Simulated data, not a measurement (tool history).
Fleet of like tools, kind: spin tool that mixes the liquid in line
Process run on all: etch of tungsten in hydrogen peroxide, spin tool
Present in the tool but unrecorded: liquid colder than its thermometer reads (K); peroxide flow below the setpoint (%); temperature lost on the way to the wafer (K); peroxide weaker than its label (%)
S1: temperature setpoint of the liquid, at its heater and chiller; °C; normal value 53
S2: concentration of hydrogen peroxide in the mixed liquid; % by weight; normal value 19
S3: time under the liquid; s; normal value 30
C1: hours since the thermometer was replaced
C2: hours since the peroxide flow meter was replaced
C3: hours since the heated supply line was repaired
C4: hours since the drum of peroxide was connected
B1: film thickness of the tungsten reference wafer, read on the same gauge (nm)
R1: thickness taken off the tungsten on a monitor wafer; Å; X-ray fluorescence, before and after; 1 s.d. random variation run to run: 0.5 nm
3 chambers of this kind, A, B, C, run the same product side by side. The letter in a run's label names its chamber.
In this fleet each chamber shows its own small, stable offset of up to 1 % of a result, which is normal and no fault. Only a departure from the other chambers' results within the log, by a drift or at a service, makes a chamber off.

run,hour,S1,S2,S3,C1,C2,C3,C4,B1,R1
1C,4.5,53,19,30,255.9,749.6,2568.9,291.8,70.025,706.15
2B,8.0,53,19,30,454.5,1014.8,228.6,1005.4,69.989,707.30
3A,11.2,53,19,30,664.9,532.8,980.8,947.4,70.008,704.72
4B,14.4,53,19,30,460.9,1021.2,235.0,1011.8,69.996,708.53
5C,16.6,53,19,30,268.0,761.7,2581.0,303.9,69.944,708.06
6A,19.8,53,19,20,673.5,541.4,989.4,956.0,70.002,473.16
7A,22.1,53,19,20,675.8,543.7,991.7,958.3,70.015,464.33
8C,24.4,53,19,20,275.8,769.5,2588.8,311.7,70.019,467.66
9B,29.1,53,19,30,475.6,1035.9,249.7,1026.5,70.037,709.71
10B,31.9,53,19,40,478.4,1038.7,252.5,1029.3,70.071,943.08
11C,34.9,53,19,40,286.3,780.0,2599.3,322.2,70.010,929.71
12A,38.2,53,19,40,691.9,559.8,1007.8,974.4,70.022,937.59
13A,40.6,53,19,30,694.3,562.2,1010.2,976.8,70.029,695.02
14C,42.8,53,19,30,294.2,787.9,2607.2,330.1,70.000,702.50
15B,46.4,53,19,30,492.9,1053.2,267.0,1043.8,69.980,708.81
16B,50.0,53,19,30,496.5,1056.8,270.6,1047.4,70.008,706.67
17A,54.7,53,19,30,708.4,576.3,1024.3,990.9,70.057,696.09
18C,57.2,53,19,30,308.6,802.3,2621.6,344.5,69.989,700.21
19A,61.9,57,19,30,715.6,583.5,1031.5,998.1,69.972,887.66
20B,64.4,57,19,30,510.9,1071.2,285.0,1061.8,70.005,905.96
21C,67.1,57,19,30,318.5,812.2,2631.5,354.4,69.965,895.51
22B,69.6,53,19,30,516.1,1076.4,290.2,1067.0,69.976,706.68
23C,73.6,53,19,30,325.0,818.7,2638.0,360.9,70.003,707.08
24A,77.9,53,19,30,731.6,599.5,1047.5,1014.1,70.021,690.10
25B,81.9,53,19,30,528.4,1088.7,302.5,1079.3,70.011,712.43
26C,84.3,53,16,30,335.7,829.4,2648.7,371.6,70.008,642.06
27A,87.9,53,16,30,741.6,609.5,1057.5,1024.1,69.977,623.50
28C,91.8,53,16,30,343.2,836.9,2656.2,379.1,70.047,646.35
29B,96.6,53,19,30,543.1,1103.4,317.2,1094.0,69.991,702.81
30A,100.8,62,19,20,754.5,622.4,1070.4,1037.0,70.050,763.77
31A,103.5,62,19,20,757.2,625.1,1073.1,1039.7,70.044,757.02
32C,106.9,62,19,20,358.3,852.0,2671.3,394.2,70.021,801.51
33B,111.3,53,19,30,557.8,1118.1,331.9,1108.7,69.994,714.74
34B,114.6,53,19,30,561.1,1121.4,335.2,1112.0,70.014,708.19
35A,118.1,53,19,30,771.8,639.7,1087.7,1054.3,69.985,679.30
36C,122.9,46,23,30,374.3,868.0,2687.3,410.2,70.019,498.94
37C,125.8,46,23,30,377.2,870.9,2690.2,413.1,70.033,508.14
38B,128.2,46,23,30,574.7,1135.0,348.8,1125.6,70.053,500.03
39A,132.0,53,19,30,785.7,653.6,1101.6,1068.2,70.008,664.19
40C,136.6,53,19,30,388.0,881.7,2701.0,423.9,69.999,708.66
41A,139.5,53,16,45,793.2,661.1,1109.1,1075.7,70.011,914.22
42B,142.3,53,16,45,588.8,1149.1,362.9,1139.7,70.029,969.98
43C,147.1,53,16,45,398.5,892.2,2711.5,434.4,70.025,970.79

One chamber off, gauge drift, or nothing amiss beyond the chambers' own small offsets? If it is a chamber, which one, and what is the likeliest cause?

Little by little, chamber A moves away from the other chambers.
Cause: liquid colder than its thermometer reads (K) = 1.14.
With only this log, it may be confused with: peroxide flow below the setpoint (%); temperature lost on the way to the wafer (K).

Here are 4 candidates for chamber A's next run, each the usual settings with a change, their results left as question marks. Which one brings its results back in line with what the others give on the usual settings?
To be in line, a result may differ from the other chambers' mean on the usual settings by at most: R1 17.00 Å
44A-1,150.6,53.0,22.0,30,,,,,,?
44A-2,150.6,53.0,16.5,30,,,,,,?
44A-3,150.6,55.5,19.5,30,,,,,,?
44A-4,150.6,53.0,14.0,30,,,,,,?

Mean of the other chambers on the usual settings: R1 706.66 Å
run,R1
44A-1,707.76
44A-2,611.90
44A-3,772.21
44A-4,562.95
44A-1 brings the chamber back in line.
